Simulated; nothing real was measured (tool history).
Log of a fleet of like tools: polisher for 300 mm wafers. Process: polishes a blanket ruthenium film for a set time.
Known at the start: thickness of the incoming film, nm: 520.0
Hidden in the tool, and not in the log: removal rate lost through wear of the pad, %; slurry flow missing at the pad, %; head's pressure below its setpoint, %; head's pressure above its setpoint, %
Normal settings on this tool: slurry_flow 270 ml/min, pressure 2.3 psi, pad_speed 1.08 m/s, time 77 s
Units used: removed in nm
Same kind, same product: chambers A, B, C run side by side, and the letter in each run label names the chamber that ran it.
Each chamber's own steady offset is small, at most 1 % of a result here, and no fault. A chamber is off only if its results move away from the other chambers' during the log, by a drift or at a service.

| run | day | slurry_flow | pressure | pad_speed | time | wafers polished on this pad | hours since the slurry nozzle was cleaned | hours since the head pressure was calibrated | removed |
|---|---|---|---|---|---|---|---|---|---|
| 1A | 0.196 | 270 | 2.3 | 1.08 | 77 | 580 | 325.8 | 439.7 | 109.25 |
|  | 0.338 | chamber C: worn pad replaced by a new one |
| 2C | 0.371 | 270 | 2.3 | 1.08 | 77 | 11 | 393.6 | 487.2 | 111.35 |
|  | 0.462 | chamber B: worn pad replaced by a new one |
| 3B | 0.538 | 270 | 2.3 | 1.08 | 77 | 27 | 297.3 | 203.1 | 108.84 |
| 4A | 0.671 | 270 | 2.3 | 1.08 | 77 | 748 | 337.2 | 451.1 | 110.02 |
| 5B | 0.888 | 270 | 2.3 | 1.08 | 77 | 150 | 305.7 | 211.5 | 109.61 |
| 6C | 1.071 | 270 | 2.3 | 1.08 | 77 | 258 | 410.4 | 504 | 109.48 |
| 7C | 1.312 | 270 | 2.6 | 0.96 | 77 | 343 | 416.2 | 509.8 | 111.77 |
|  | 1.333 | chamber A: worn pad replaced by a new one |
| 8B | 1.454 | 270 | 2.6 | 0.96 | 77 | 349 | 319.3 | 225.1 | 109.08 |
| 9A | 1.638 | 270 | 2.6 | 0.96 | 77 | 108 | 360.4 | 474.3 | 109.4 |
| 10C | 1.792 | 270 | 2.3 | 1.08 | 77 | 511 | 427.7 | 521.3 | 110.63 |
| 11A | 2.05 | 355 | 2.3 | 1.08 | 86 | 253 | 370.3 | 484.2 | 125.09 |
| 12B | 2.338 | 355 | 2.3 | 1.08 | 86 | 660 | 340.5 | 246.3 | 125.98 |
| 13A | 2.475 | 355 | 2.3 | 1.08 | 86 | 402 | 380.5 | 494.4 | 124.51 |
| 14B | 2.717 | 270 | 2.3 | 1.08 | 77 | 794 | 349.6 | 255.4 | 108.18 |
|  | 2.779 | chamber C: head pressure recalibrated |
|  | 2.929 | chamber B: worn pad replaced by a new one |
| 15C | 2.929 | 270 | 2.3 | 1.08 | 77 | 911 | 455 | 3.6 | 99.178 |
| 16A | 3.121 | 270 | 2.8 | 1.08 | 77 | 630 | 396 | 509.9 | 132.54 |
| 17B | 3.388 | 270 | 2.8 | 1.08 | 77 | 161 | 365.7 | 271.5 | 130.79 |
| 18C | 3.567 | 270 | 2.8 | 1.08 | 77 | 1136 | 470.3 | 18.9 | 123.12 |
|  | 3.721 | chamber A: worn pad replaced by a new one |
| 19C | 3.779 | 270 | 2.3 | 1.08 | 77 | 1211 | 475.4 | 24 | 100.51 |
| 20B | 3.925 | 270 | 2.3 | 1.08 | 77 | 350 | 378.6 | 284.4 | 106.94 |
|  | 4 | chamber C: worn pad replaced by a new one |
| 21A | 4.071 | 270 | 2.3 | 1.08 | 77 | 123 | 418.8 | 532.7 | 107.63 |
| 22A | 4.317 | 270 | 2.3 | 1.08 | 77 | 210 | 424.7 | 538.6 | 109.24 |
| 23B | 4.529 | 270 | 2.3 | 1.08 | 77 | 563 | 393.1 | 298.9 | 109.9 |
| 24C | 4.796 | 270 | 2.3 | 1.08 | 77 | 280 | 499.8 | 48.4 | 100.95 |
| 25B | 4.929 | 270 | 2.3 | 1.08 | 77 | 704 | 402.7 | 308.5 | 111.65 |
|  | 5.058 | chamber A: slurry nozzle cleaned |
|  | 5.212 | chamber B: worn pad replaced by a new one |
| 26C | 5.217 | 270 | 2.3 | 1.08 | 77 | 428 | 509.9 | 58.5 | 98.863 |
| 27A | 5.383 | 270 | 2.3 | 1.08 | 77 | 585 | 7.8 | 564.2 | 109.38 |
| 28B | 5.646 | 270 | 2.3 | 1.08 | 77 | 152 | 419.9 | 325.7 | 109.89 |
| 29C | 5.871 | 270 | 2.3 | 0.96 | 51 | 658 | 525.6 | 74.2 | 57.909 |
| 30A | 6.021 | 270 | 2.3 | 0.96 | 51 | 810 | 23.1 | 579.5 | 64.171 |
| 31A | 6.162 | 270 | 2.3 | 0.96 | 51 | 859 | 26.5 | 582.9 | 65.302 |
| 32C | 6.425 | 270 | 2.3 | 1.08 | 77 | 853 | 538.9 | 87.5 | 100.5 |

Does one chamber stand apart from the rest, does the shared gauge drift, or is all well apart from small per-chamber offsets? Give the chamber and the most likely cause, where there is one.

After it was serviced, chamber C no longer matches the other chambers.
Cause: head's pressure below its setpoint, % = 9.56.

Which of the 4 candidates below, each the usual settings with something changed and its results left as question marks, puts chamber C back in line with what the other chambers give on the usual settings?
A result is in line if it is within this distance of the other chambers' mean on the usual settings: removed 4.2 nm
| 33C-1 | 6.638 | 270 | 2.4 | 1.12 | 79 |  |  |  | ? |
| 33C-2 | 6.638 | 270 | 2.3 | 1.1 | 78 |  |  |  | ? |
| 33C-3 | 6.638 | 270 | 2.3 | 1.08 | 76 |  |  |  | ? |
| 33C-4 | 6.638 | 270 | 2.2 | 1.04 | 77 |  |  |  | ? |

The mean the other chambers reach with the usual settings: removed 109.29 nm
| run | removed |
|---|---|
| 33C-1 | 111.66 |
| 33C-2 | 103.79 |
| 33C-3 | 99.267 |
| 33C-4 | 92.641 |
33C-1 is the one that brings the chamber's results back in line with the other chambers.

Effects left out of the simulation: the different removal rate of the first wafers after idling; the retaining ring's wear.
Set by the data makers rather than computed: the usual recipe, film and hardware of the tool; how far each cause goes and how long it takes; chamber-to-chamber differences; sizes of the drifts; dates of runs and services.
